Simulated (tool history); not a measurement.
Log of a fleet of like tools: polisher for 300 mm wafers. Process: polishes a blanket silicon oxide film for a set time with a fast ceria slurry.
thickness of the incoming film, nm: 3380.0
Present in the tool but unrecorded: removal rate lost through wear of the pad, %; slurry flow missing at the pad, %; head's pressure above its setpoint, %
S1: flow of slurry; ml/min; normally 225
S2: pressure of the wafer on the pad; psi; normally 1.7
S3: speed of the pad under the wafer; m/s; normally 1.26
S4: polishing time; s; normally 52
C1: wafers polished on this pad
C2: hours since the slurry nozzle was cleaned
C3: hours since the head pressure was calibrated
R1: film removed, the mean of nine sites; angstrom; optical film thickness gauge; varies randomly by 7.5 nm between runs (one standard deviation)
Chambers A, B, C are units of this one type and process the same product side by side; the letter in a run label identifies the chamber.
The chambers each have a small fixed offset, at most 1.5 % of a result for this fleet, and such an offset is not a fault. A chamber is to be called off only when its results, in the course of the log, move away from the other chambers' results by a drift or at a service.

run	day	S1	S2	S3	S4	C1	C2	C3	R1
# day 0.179: chamber A: head pressure recalibrated
1B	0.442	225	1.7	1.26	52	479	271	1221.2	5756.2
2C	1.088	225	1.7	1.26	52	446	50.7	397.3	6007.7
3A	1.488	225	1.7	1.26	52	1182	169.3	31.5	5867.7
4C	1.996	225	1.7	1.26	52	672	72.5	419.1	5855.3
# day 2.367: chamber A: worn pad replaced by a new one
5B	2.55	225	1.7	1.26	52	1004	321.6	1271.8	5765.1
# day 3.021: chamber C: worn pad replaced by a new one
6A	3.054	225	1.7	1.26	52	171	206.9	69.1	5999.7
7C	3.633	225	1.7	1.26	52	153	111.8	458.4	5711.9
8B	3.958	225	1.7	1.26	52	1354	355.4	1305.6	5717.2
9A	4.5	225	1.7	1.26	52	531	241.6	103.8	5807.1
10A	5.079	225	1.7	1.26	52	675	255.5	117.7	6048.9
11C	5.471	225	1.7	1.26	52	610	155.9	502.5	5868.1
12B	6.046	225	1.7	1.26	52	1873	405.5	1355.7	5692.9
13B	6.675	225	1.7	1.26	52	2030	420.6	1370.8	5680.5
# day 6.838: chamber C: worn pad replaced by a new one
14A	7.196	225	1.7	1.26	52	1202	306.3	168.5	5988.5
# day 7.488: chamber A: worn pad replaced by a new one
15C	7.675	225	1.7	1.26	52	209	208.8	555.4	6029.7
16C	8.104	225	1.7	1.26	52	316	219.1	565.7	5889.2
17A	8.758	225	1.7	1.26	52	316	343.8	206	5884.1
18B	9.292	225	1.7	1.26	52	2681	483.4	1433.6	5641.3
# day 9.479: chamber A: slurry nozzle cleaned
19A	9.917	225	1.7	1.26	52	604	10.6	233.8	5906
20C	10.517	225	1.7	1.26	52	916	277	623.6	5761.9
# day 10.633: chamber B: slurry nozzle cleaned
# day 10.671: chamber C: worn pad replaced by a new one
21B	10.879	225	2.3	1.26	52	3076	6	1471.7	7327.2
# day 10.904: chamber B: head pressure recalibrated
22B	11.233	225	2.3	1.26	52	3164	14.5	7.9	7398.9
23C	11.604	225	2.3	1.26	52	232	303.1	649.7	8089.5
24A	12.275	225	1.7	1.26	52	1191	67.2	290.4	5890.8
25B	12.95	225	2	1.26	66	3591	55.7	49.1	7872.8
26C	13.429	225	2	1.26	66	686	346.9	693.5	8720.5
# day 13.512: chamber A: worn pad replaced by a new one
27A	13.912	225	2	1.26	66	99	106.5	329.7	8990.8
28B	14.488	225	1.7	1.26	52	3974	92.6	86	5349.7
29A	14.954	225	1.7	1.26	52	358	131.5	354.7	5861

Read the log: is a single chamber off, either drifting away or since a service, is the gauge that measures every chamber drifting, or is nothing wrong beyond small per-chamber offsets? Name any odd chamber and what most likely caused it.

Chamber B drifts away from the others.
What lies behind it: removal rate lost through wear of the pad, % = 9.87.

Here are 4 candidates for chamber B's next run, each the usual settings with a change, their results left as question marks. Which one brings its results back in line with what the others give on the usual settings?
In line means no further than this from the other chambers' mean on the usual settings: R1 260 angstrom
30B-1	15.446	225	1.7	1.3	52				?
30B-2	15.446	225	1.6	1.22	50				?
30B-3	15.446	225	1.7	1.24	51				?
30B-4	15.446	225	1.8	1.3	54				?

The other chambers' mean on the usual settings: R1 5887.8 angstrom
run	R1
30B-1	5418.1
30B-2	4603.1
30B-3	5067.6
30B-4	5954.1
30B-4 is the one that brings the chamber's results back in line with the other chambers.
